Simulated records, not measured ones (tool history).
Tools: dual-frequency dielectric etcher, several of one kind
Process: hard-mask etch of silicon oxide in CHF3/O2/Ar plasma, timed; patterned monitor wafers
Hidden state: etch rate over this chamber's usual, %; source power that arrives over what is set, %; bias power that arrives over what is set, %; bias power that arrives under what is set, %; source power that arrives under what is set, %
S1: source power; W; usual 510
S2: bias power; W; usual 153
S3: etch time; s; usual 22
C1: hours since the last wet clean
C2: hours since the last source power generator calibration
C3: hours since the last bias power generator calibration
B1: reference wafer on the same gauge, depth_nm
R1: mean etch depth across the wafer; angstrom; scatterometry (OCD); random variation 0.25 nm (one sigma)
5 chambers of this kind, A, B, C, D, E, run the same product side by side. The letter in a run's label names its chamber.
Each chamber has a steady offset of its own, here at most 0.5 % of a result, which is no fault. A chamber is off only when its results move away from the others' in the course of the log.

run 1B hour=8.5 | S1=510 S2=153 S3=22 | C1=52.7 C2=1828.6 C3=566.4 | B1=42.906 | R1=391.9
run 2D hour=16.5 | S1=510 S2=153 S3=22 | C1=477.3 C2=488.2 C3=537.7 | B1=42.976 | R1=382.79
-- hour=17.2 chamber E: wet clean of the chamber
run 3A hour=24 | S1=510 S2=153 S3=22 | C1=97.1 C2=2821 C3=739.2 | B1=42.863 | R1=388.43
-- hour=33.1 chamber C: wet clean of the chamber
run 4C hour=33.9 | S1=510 S2=153 S3=22 | C1=0.8 C2=2196.1 C3=1417.5 | B1=42.883 | R1=387.4
run 5E hour=38.9 | S1=510 S2=153 S3=22 | C1=21.7 C2=941.8 C3=1668.3 | B1=42.799 | R1=385.58
run 6B hour=47.8 | S1=510 S2=153 S3=22 | C1=92 C2=1867.9 C3=605.7 | B1=42.885 | R1=388.89
run 7E hour=54.3 | S1=510 S2=153 S3=22 | C1=37.1 C2=957.2 C3=1683.7 | B1=42.908 | R1=386.03
run 8D hour=62.6 | S1=510 S2=153 S3=22 | C1=523.4 C2=534.3 C3=583.8 | B1=42.899 | R1=389.61
run 9C hour=69.9 | S1=510 S2=153 S3=22 | C1=36.8 C2=2232.1 C3=1453.5 | B1=42.969 | R1=388.09
run 10A hour=78.4 | S1=510 S2=153 S3=22 | C1=151.5 C2=2875.4 C3=793.6 | B1=42.915 | R1=387.7
run 11A hour=84.1 | S1=510 S2=153 S3=22 | C1=157.2 C2=2881.1 C3=799.3 | B1=42.919 | R1=391.62
run 12B hour=89.4 | S1=510 S2=153 S3=22 | C1=133.6 C2=1909.5 C3=647.3 | B1=42.892 | R1=383.79
run 13C hour=94 | S1=510 S2=153 S3=22 | C1=60.9 C2=2256.2 C3=1477.6 | B1=42.863 | R1=389.68
run 14E hour=103.5 | S1=510 S2=153 S3=22 | C1=86.3 C2=1006.4 C3=1732.9 | B1=42.888 | R1=385.69
-- hour=113 chamber D: wet clean of the chamber
run 15D hour=113.4 | S1=510 S2=153 S3=22 | C1=0.4 C2=585.1 C3=634.6 | B1=42.938 | R1=389.88
run 16E hour=123 | S1=420 S2=153 S3=22 | C1=105.8 C2=1025.9 C3=1752.4 | B1=42.834 | R1=363.07
run 17D hour=130.8 | S1=420 S2=153 S3=22 | C1=17.8 C2=602.5 C3=652 | B1=42.953 | R1=356.33
run 18B hour=135.5 | S1=420 S2=153 S3=22 | C1=179.7 C2=1955.6 C3=693.4 | B1=42.934 | R1=358.27
run 19A hour=143.7 | S1=420 S2=153 S3=22 | C1=216.8 C2=2940.7 C3=858.9 | B1=42.972 | R1=358.73
run 20C hour=148.1 | S1=420 S2=153 S3=22 | C1=115 C2=2310.3 C3=1531.7 | B1=42.975 | R1=358.93
run 21A hour=157.4 | S1=510 S2=153 S3=22 | C1=230.5 C2=2954.4 C3=872.6 | B1=42.836 | R1=385.11
run 22C hour=166.7 | S1=460 S2=153 S3=22 | C1=133.6 C2=2328.9 C3=1550.3 | B1=42.939 | R1=371.16
run 23B hour=175.7 | S1=460 S2=153 S3=22 | C1=219.9 C2=1995.8 C3=733.6 | B1=42.924 | R1=371.28
run 24D hour=184.1 | S1=460 S2=153 S3=22 | C1=71.1 C2=655.8 C3=705.3 | B1=42.888 | R1=374.74
run 25E hour=192.8 | S1=460 S2=153 S3=22 | C1=175.6 C2=1095.7 C3=1822.2 | B1=42.835 | R1=369.03
run 26E hour=197.6 | S1=460 S2=153 S3=22 | C1=180.4 C2=1100.5 C3=1827 | B1=42.92 | R1=375.05
run 27C hour=204.9 | S1=510 S2=153 S3=22 | C1=171.8 C2=2367.1 C3=1588.5 | B1=42.909 | R1=386.68
run 28B hour=209.4 | S1=510 S2=153 S3=22 | C1=253.6 C2=2029.5 C3=767.3 | B1=42.847 | R1=384.69
run 29A hour=219 | S1=510 S2=153 S3=22 | C1=292.1 C2=3016 C3=934.2 | B1=42.827 | R1=387.87
run 30D hour=224.9 | S1=510 S2=153 S3=22 | C1=111.9 C2=696.6 C3=746.1 | B1=42.894 | R1=381.31

Next, every chamber runs the same settings. What will each give?
run 31A hour=232 | S1=510 S2=153 S3=22 | R1=?
run 31B hour=232 | S1=510 S2=153 S3=22 | R1=?
run 31C hour=232 | S1=510 S2=153 S3=22 | R1=?
run 31D hour=232 | S1=510 S2=153 S3=22 | R1=?
run 31E hour=232 | S1=510 S2=153 S3=22 | R1=?

run=31A R1=389.75
run=31B R1=388.82
run=31C R1=390.93
run=31D R1=386.89
run=31E R1=387.86

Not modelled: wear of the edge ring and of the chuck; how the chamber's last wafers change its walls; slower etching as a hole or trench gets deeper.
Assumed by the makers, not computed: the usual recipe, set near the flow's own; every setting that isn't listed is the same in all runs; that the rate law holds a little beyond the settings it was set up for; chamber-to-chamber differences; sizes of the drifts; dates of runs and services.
